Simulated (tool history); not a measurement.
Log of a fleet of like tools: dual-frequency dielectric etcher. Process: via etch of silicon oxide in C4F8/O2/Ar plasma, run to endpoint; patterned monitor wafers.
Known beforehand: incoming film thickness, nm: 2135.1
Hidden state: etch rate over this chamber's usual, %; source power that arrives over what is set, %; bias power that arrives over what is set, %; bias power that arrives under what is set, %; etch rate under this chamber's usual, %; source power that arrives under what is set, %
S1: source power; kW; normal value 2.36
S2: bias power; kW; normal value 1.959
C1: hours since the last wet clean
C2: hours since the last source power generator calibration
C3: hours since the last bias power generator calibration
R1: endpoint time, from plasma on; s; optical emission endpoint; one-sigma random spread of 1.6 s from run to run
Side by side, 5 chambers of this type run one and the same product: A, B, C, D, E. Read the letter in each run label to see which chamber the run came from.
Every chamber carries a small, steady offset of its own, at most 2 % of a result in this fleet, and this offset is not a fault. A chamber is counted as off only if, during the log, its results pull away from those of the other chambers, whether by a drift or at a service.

| run | hour | S1 | S2 | C1 | C2 | C3 | R1 |
|---|---|---|---|---|---|---|---|
| 1D | 3.6 | 2.36 | 1.959 | 211.3 | 474.6 | 508.2 | 403.47 |
|  | 6.7 | chamber B: wet clean of the chamber |
| 2E | 8.2 | 2.36 | 1.959 | 220.8 | 1430.4 | 554.8 | 395.55 |
| 3B | 11.6 | 2.36 | 1.959 | 4.9 | 1540.5 | 1573.7 | 399.83 |
| 4A | 13.9 | 2.36 | 1.959 | 535.5 | 968.7 | 3936.6 | 395.56 |
| 5C | 18.3 | 2.36 | 1.959 | 255.9 | 1866.6 | 1130.9 | 399.1 |
| 6C | 23.4 | 2.36 | 1.959 | 261 | 1871.7 | 1136 | 396.26 |
| 7B | 28.1 | 2.36 | 1.959 | 21.4 | 1557 | 1590.2 | 401.22 |
| 8A | 31.1 | 2.36 | 1.959 | 552.7 | 985.9 | 3953.8 | 395.95 |
| 9D | 35.5 | 2.36 | 1.959 | 243.2 | 506.5 | 540.1 | 402.13 |
| 10E | 40.3 | 2.36 | 1.959 | 252.9 | 1462.5 | 586.9 | 394.72 |
| 11B | 44.3 | 2.36 | 1.959 | 37.6 | 1573.2 | 1606.4 | 400.18 |
| 12E | 47.1 | 2.36 | 1.959 | 259.7 | 1469.3 | 593.7 | 397.31 |
| 13C | 49.4 | 2.36 | 1.959 | 287 | 1897.7 | 1162 | 397.31 |
| 14D | 54.4 | 2.36 | 1.959 | 262.1 | 525.4 | 559 | 403.02 |
| 15A | 58.5 | 2.36 | 1.959 | 580.1 | 1013.3 | 3981.2 | 395.09 |
| 16C | 60.9 | 2.36 | 1.959 | 298.5 | 1909.2 | 1173.5 | 397.9 |
| 17D | 65.5 | 2.36 | 1.959 | 273.2 | 536.5 | 570.1 | 401.76 |
| 18B | 70.2 | 2.36 | 1.959 | 63.5 | 1599.1 | 1632.3 | 397.35 |
| 19A | 72.7 | 2.36 | 1.959 | 594.3 | 1027.5 | 3995.4 | 393.64 |
| 20E | 77.4 | 2.9 | 2.108 | 290 | 1499.6 | 624 | 363.34 |
| 21B | 81.3 | 2.9 | 2.108 | 74.6 | 1610.2 | 1643.4 | 360.92 |
| 22C | 86.2 | 2.9 | 2.108 | 323.8 | 1934.5 | 1198.8 | 355.93 |
| 23E | 90 | 2.9 | 2.108 | 302.6 | 1512.2 | 636.6 | 365.75 |
|  | 90.6 | chamber A: wet clean of the chamber |
| 24A | 93.4 | 2.9 | 2.108 | 2.9 | 1048.2 | 4016.1 | 356.23 |
| 25D | 97.1 | 2.36 | 1.959 | 304.8 | 568.1 | 601.7 | 403.14 |
| 26D | 102.2 | 2.36 | 1.959 | 309.9 | 573.2 | 606.8 | 403.81 |
| 27E | 104.8 | 2.36 | 1.959 | 317.4 | 1527 | 651.4 | 409.94 |
| 28B | 107.1 | 2.36 | 1.959 | 100.4 | 1636 | 1669.2 | 394.77 |
| 29C | 110.5 | 2.68 | 2.174 | 348.1 | 1958.8 | 1223.1 | 363.8 |
| 30A | 113.8 | 2.68 | 2.174 | 23.3 | 1068.6 | 4036.5 | 366.01 |
| 31C | 116.5 | 2.68 | 2.174 | 354.1 | 1964.8 | 1229.1 | 366.62 |

Decide between three cases: one chamber stands off from its peers, the gauge reading all wafers drifts, or nothing is wrong past each chamber's small offset. Where a chamber is off, say which and what most likely put it there.

Little by little, chamber E moves away from the other chambers.
Cause: etch rate under this chamber's usual, % = 4.73.

Which of the 4 candidates below, each the usual settings with something changed and its results left as question marks, puts chamber E back in line with what the other chambers give on the usual settings?
In line means no further than this from the other chambers' mean on the usual settings: R1 5.6 s
| 32E-1 | 120.3 | 2.14 | 1.959 |  |  |  | ? |
| 32E-2 | 120.3 | 2.5 | 2.045 |  |  |  | ? |
| 32E-3 | 120.3 | 2.36 | 1.487 |  |  |  | ? |
| 32E-4 | 120.3 | 2.67 | 2.144 |  |  |  | ? |

Usual-settings mean across the other chambers: R1 398.72 s
| run | R1 |
|---|---|
| 32E-1 | 430.38 |
| 32E-2 | 399.8 |
| 32E-3 | 446.9 |
| 32E-4 | 384.27 |
Change 32E-2 lands the chamber within the allowed miss of the other chambers.
